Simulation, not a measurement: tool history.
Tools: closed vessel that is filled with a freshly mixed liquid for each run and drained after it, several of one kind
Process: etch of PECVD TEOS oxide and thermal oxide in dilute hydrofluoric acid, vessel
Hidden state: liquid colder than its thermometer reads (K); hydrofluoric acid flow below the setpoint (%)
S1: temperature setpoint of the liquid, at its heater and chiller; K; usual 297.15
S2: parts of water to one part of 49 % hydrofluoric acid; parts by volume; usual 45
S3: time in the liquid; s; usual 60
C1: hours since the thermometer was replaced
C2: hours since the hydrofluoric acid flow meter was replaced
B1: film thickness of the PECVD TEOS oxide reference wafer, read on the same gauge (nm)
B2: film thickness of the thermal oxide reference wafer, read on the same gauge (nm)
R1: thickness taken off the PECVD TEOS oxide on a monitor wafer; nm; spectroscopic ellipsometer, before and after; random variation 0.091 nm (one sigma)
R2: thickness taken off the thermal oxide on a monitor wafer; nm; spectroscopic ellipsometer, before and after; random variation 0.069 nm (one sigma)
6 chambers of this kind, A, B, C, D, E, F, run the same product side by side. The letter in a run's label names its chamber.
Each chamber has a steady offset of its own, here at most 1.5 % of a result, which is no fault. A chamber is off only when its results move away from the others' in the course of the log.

Run 1C, hour 6.1: usual settings; C1 179; C2 780; B1 100.04; B2 89.986. Result: R1 18.692 nm, R2 7.0305 nm.
Run 2D, hour 16: usual settings; C1 25.4; C2 243.2; B1 100.03; B2 89.997. Result: R1 18.602 nm, R2 6.9012 nm.
Run 3A, hour 20.6: usual settings; C1 549; C2 1124; B1 99.99; B2 90.012. Result: R1 18.436 nm, R2 6.7734 nm.
Run 4F, hour 26.7: usual settings; C1 851.6; C2 1058.3; B1 100.04; B2 90.017. Result: R1 18.329 nm, R2 6.8978 nm.
Run 5E, hour 32.3: usual settings; C1 101.3; C2 132.2; B1 99.997; B2 89.978. Result: R1 18.602 nm, R2 6.9924 nm.
Run 6B, hour 39.3: usual settings; C1 1659.2; C2 169.6; B1 100.01; B2 89.982. Result: R1 18.597 nm, R2 6.9319 nm.
Run 7E, hour 47.3: usual settings but S3 35 s; C1 116.3; C2 147.2; B1 100.01; B2 90.014. Result: R1 10.802 nm, R2 4.0348 nm.
Run 8C, hour 55: usual settings but S3 35 s; C1 227.9; C2 828.9; B1 99.957; B2 90.002. Result: R1 10.868 nm, R2 4.0505 nm.
Run 9D, hour 64.8: usual settings but S3 35 s; C1 74.2; C2 292; B1 100.02; B2 90.011. Result: R1 10.824 nm, R2 4.0144 nm.
Run 10B, hour 73.1: usual settings but S3 35 s; C1 1693; C2 203.4; B1 100.04; B2 90.01. Result: R1 10.893 nm, R2 4.0377 nm.
Run 11A, hour 78: usual settings but S3 35 s; C1 606.4; C2 1181.4; B1 100.01; B2 89.959. Result: R1 10.706 nm, R2 3.9316 nm.
Run 12F, hour 84.8: usual settings but S3 35 s; C1 909.7; C2 1116.4; B1 100; B2 90. Result: R1 10.733 nm, R2 4.0439 nm.
Run 13F, hour 93.2: usual settings; C1 918.1; C2 1124.8; B1 99.992; B2 90.012. Result: R1 18.026 nm, R2 6.7287 nm.
Run 14A, hour 97.9: usual settings; C1 626.3; C2 1201.3; B1 100; B2 90.002. Result: R1 18.405 nm, R2 6.6196 nm.
Run 15D, hour 105.2: usual settings; C1 114.6; C2 332.4; B1 100.04; B2 90.004. Result: R1 18.526 nm, R2 6.8551 nm.
Run 16E, hour 110.1: usual settings but S2 60 parts by volume; C1 179.1; C2 210; B1 99.962; B2 90.032. Result: R1 13.762 nm, R2 5.065 nm.
Run 17B, hour 119.3: usual settings but S2 60 parts by volume; C1 1739.2; C2 249.6; B1 99.981; B2 90.023. Result: R1 13.582 nm, R2 5.1485 nm.
At hour 123.8: chamber A: thermometer replaced.
Run 18C, hour 124.5: usual settings but S2 60 parts by volume; C1 297.4; C2 898.4; B1 100.05; B2 89.996. Result: R1 13.622 nm, R2 5.1128 nm.
Run 19B, hour 132.3: usual settings but S2 60 parts by volume; C1 1752.2; C2 262.6; B1 99.997; B2 89.983. Result: R1 13.698 nm, R2 5.1058 nm.
Run 20E, hour 136.8: usual settings but S2 60 parts by volume; C1 205.8; C2 236.7; B1 100.02; B2 89.982. Result: R1 13.704 nm, R2 5.0309 nm.
Run 21A, hour 146.2: usual settings but S2 60 parts by volume; C1 22.5; C2 1249.6; B1 99.978; B2 89.994. Result: R1 13.499 nm, R2 5.054 nm.
Run 22F, hour 151.9: usual settings; C1 976.8; C2 1183.5; B1 99.993; B2 89.996. Result: R1 18.383 nm, R2 6.9 nm.
Run 23C, hour 156.3: usual settings; C1 329.2; C2 930.2; B1 100.02; B2 89.996. Result: R1 18.672 nm, R2 6.8089 nm.
At hour 163.5: chamber A: hydrofluoric acid flow meter replaced.
Run 24D, hour 165.4: usual settings; C1 174.8; C2 392.6; B1 100.01; B2 90.019. Result: R1 18.543 nm, R2 6.9179 nm.
Run 25C, hour 175: usual settings; C1 347.9; C2 948.9; B1 100.03; B2 90.013. Result: R1 18.62 nm, R2 7.0222 nm.
At hour 178: chamber F: hydrofluoric acid flow meter replaced.
Run 26F, hour 180.3: usual settings; C1 1005.2; C2 2.3; B1 99.979; B2 89.966. Result: R1 18.095 nm, R2 6.7927 nm.
Run 27D, hour 185.4: usual settings; C1 194.8; C2 412.6; B1 100.03; B2 89.984. Result: R1 18.574 nm, R2 6.8337 nm.
Run 28B, hour 193.6: usual settings; C1 1813.5; C2 323.9; B1 99.98; B2 89.966. Result: R1 18.459 nm, R2 6.8909 nm.
Run 29E, hour 198.3: usual settings but S1 294.65 K, S3 30 s; C1 267.3; C2 298.2; B1 100.01; B2 90.012. Result: R1 8.3321 nm, R2 3.0799 nm.
Run 30A, hour 204.5: usual settings but S1 294.65 K, S3 30 s; C1 80.8; C2 41; B1 99.986; B2 89.999. Result: R1 8.24 nm, R2 3.0995 nm.
At hour 204.6: chamber F: thermometer replaced.
Run 31B, hour 209.9: usual settings but S1 294.65 K, S3 30 s; C1 1829.8; C2 340.2; B1 100.02; B2 89.996. Result: R1 8.4056 nm, R2 3.1206 nm.
Run 32F, hour 219.1: usual settings but S1 294.65 K, S3 30 s; C1 14.5; C2 41.1; B1 99.993; B2 90.003. Result: R1 8.1775 nm, R2 3.0597 nm.
Run 33C, hour 229.3: usual settings but S1 294.65 K, S3 30 s; C1 402.2; C2 1003.2; B1 99.971; B2 90.011. Result: R1 8.3934 nm, R2 3.1121 nm.
Run 34A, hour 237.2: usual settings but S1 294.65 K, S3 30 s; C1 113.5; C2 73.7; B1 100.01; B2 89.999. Result: R1 8.246 nm, R2 3.0718 nm.
Run 35E, hour 247.3: usual settings; C1 316.3; C2 347.2; B1 99.99; B2 90.005. Result: R1 18.544 nm, R2 6.9385 nm.
Run 36D, hour 257.2: usual settings; C1 266.6; C2 484.4; B1 100.02; B2 89.997. Result: R1 18.442 nm, R2 6.9206 nm.

All 6 chambers run these settings next. Forecast each chamber's results:
Run 37A, hour 264.5: usual settings but S1 302.15 K. Result: R1 ?, R2 ?.
Run 37B, hour 264.5: usual settings but S1 302.15 K. Result: R1 ?, R2 ?.
Run 37C, hour 264.5: usual settings but S1 302.15 K. Result: R1 ?, R2 ?.
Run 37D, hour 264.5: usual settings but S1 302.15 K. Result: R1 ?, R2 ?.
Run 37E, hour 264.5: usual settings but S1 302.15 K. Result: R1 ?, R2 ?.
Run 37F, hour 264.5: usual settings but S1 302.15 K. Result: R1 ?, R2 ?.

run      R1      R2
37A  22.551  8.3965
37B   22.56  8.4778
37C  22.823  8.6264
37D  22.812  8.4246
37E  22.625  8.6071
37F  22.341  8.4484

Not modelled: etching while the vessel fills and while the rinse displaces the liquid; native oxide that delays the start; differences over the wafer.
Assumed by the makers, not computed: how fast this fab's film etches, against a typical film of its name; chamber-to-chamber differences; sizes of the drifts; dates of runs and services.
